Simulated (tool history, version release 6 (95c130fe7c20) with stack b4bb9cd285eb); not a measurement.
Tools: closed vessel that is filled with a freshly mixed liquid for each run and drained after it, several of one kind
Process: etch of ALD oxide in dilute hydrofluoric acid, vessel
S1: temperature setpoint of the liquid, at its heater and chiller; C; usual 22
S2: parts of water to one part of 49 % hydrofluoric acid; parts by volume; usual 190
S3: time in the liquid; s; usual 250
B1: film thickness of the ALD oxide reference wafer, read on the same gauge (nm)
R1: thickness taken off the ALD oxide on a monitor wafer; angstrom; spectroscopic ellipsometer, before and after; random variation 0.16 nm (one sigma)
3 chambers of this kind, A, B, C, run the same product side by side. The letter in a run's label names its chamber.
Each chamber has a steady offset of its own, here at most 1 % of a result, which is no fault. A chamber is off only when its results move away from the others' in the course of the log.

| run | hour | S1 | S2 | S3 | B1 | R1 |
|---|---|---|---|---|---|---|
| 1B | 8.2 | 22 | 190 | 250 | 39.986 | 182.59 |
| 2C | 15.9 | 22 | 190 | 250 | 40.012 | 182.22 |
| 3A | 21 | 22 | 190 | 250 | 40.023 | 181.61 |
| 4B | 25.9 | 22 | 190 | 250 | 39.971 | 182.52 |
| 5C | 30 | 22 | 190 | 250 | 39.996 | 179.58 |
| 6A | 35.7 | 22 | 190 | 250 | 39.986 | 178.36 |
| 7A | 40.6 | 22 | 275 | 180 | 40.011 | 82.361 |
| 8B | 44.9 | 22 | 275 | 180 | 40.006 | 82.195 |
| 9C | 50 | 22 | 275 | 180 | 39.987 | 82.845 |
| 10A | 55 | 22 | 190 | 250 | 39.983 | 182.3 |
| 11C | 61.4 | 22 | 190 | 250 | 40 | 181.12 |
| 12B | 68.3 | 22 | 190 | 250 | 40.031 | 180.54 |
| 13C | 72.6 | 22 | 190 | 250 | 40.013 | 184.17 |
| 14A | 80 | 22 | 190 | 250 | 39.979 | 181.5 |
| 15B | 84.1 | 22 | 190 | 250 | 39.988 | 182.72 |
| 16C | 92.3 | 22 | 190 | 250 | 40.009 | 184.51 |
| 17A | 100.4 | 22 | 190 | 250 | 39.988 | 184.25 |
| 18B | 105.9 | 20.5 | 235 | 250 | 40.041 | 131.12 |
| 19A | 114.2 | 20.5 | 235 | 250 | 40.028 | 137.42 |
| 20C | 120 | 20.5 | 235 | 250 | 40.029 | 133.16 |
| 21B | 126.1 | 22 | 190 | 250 | 40.017 | 180.4 |
| 22B | 134.5 | 22 | 190 | 250 | 39.989 | 179.13 |
| 23C | 139 | 22 | 190 | 250 | 39.994 | 183.17 |
| 24A | 146.3 | 22 | 190 | 250 | 40.025 | 190.03 |

All 3 chambers run these settings next. Forecast each chamber's results:
| 25A | 152.9 | 22 | 190 | 250 |  | ? |
| 25B | 152.9 | 22 | 190 | 250 |  | ? |
| 25C | 152.9 | 22 | 190 | 250 |  | ? |

| run | R1 |
|---|---|
| 25A | 192.28 |
| 25B | 182.65 |
| 25C | 184.83 |

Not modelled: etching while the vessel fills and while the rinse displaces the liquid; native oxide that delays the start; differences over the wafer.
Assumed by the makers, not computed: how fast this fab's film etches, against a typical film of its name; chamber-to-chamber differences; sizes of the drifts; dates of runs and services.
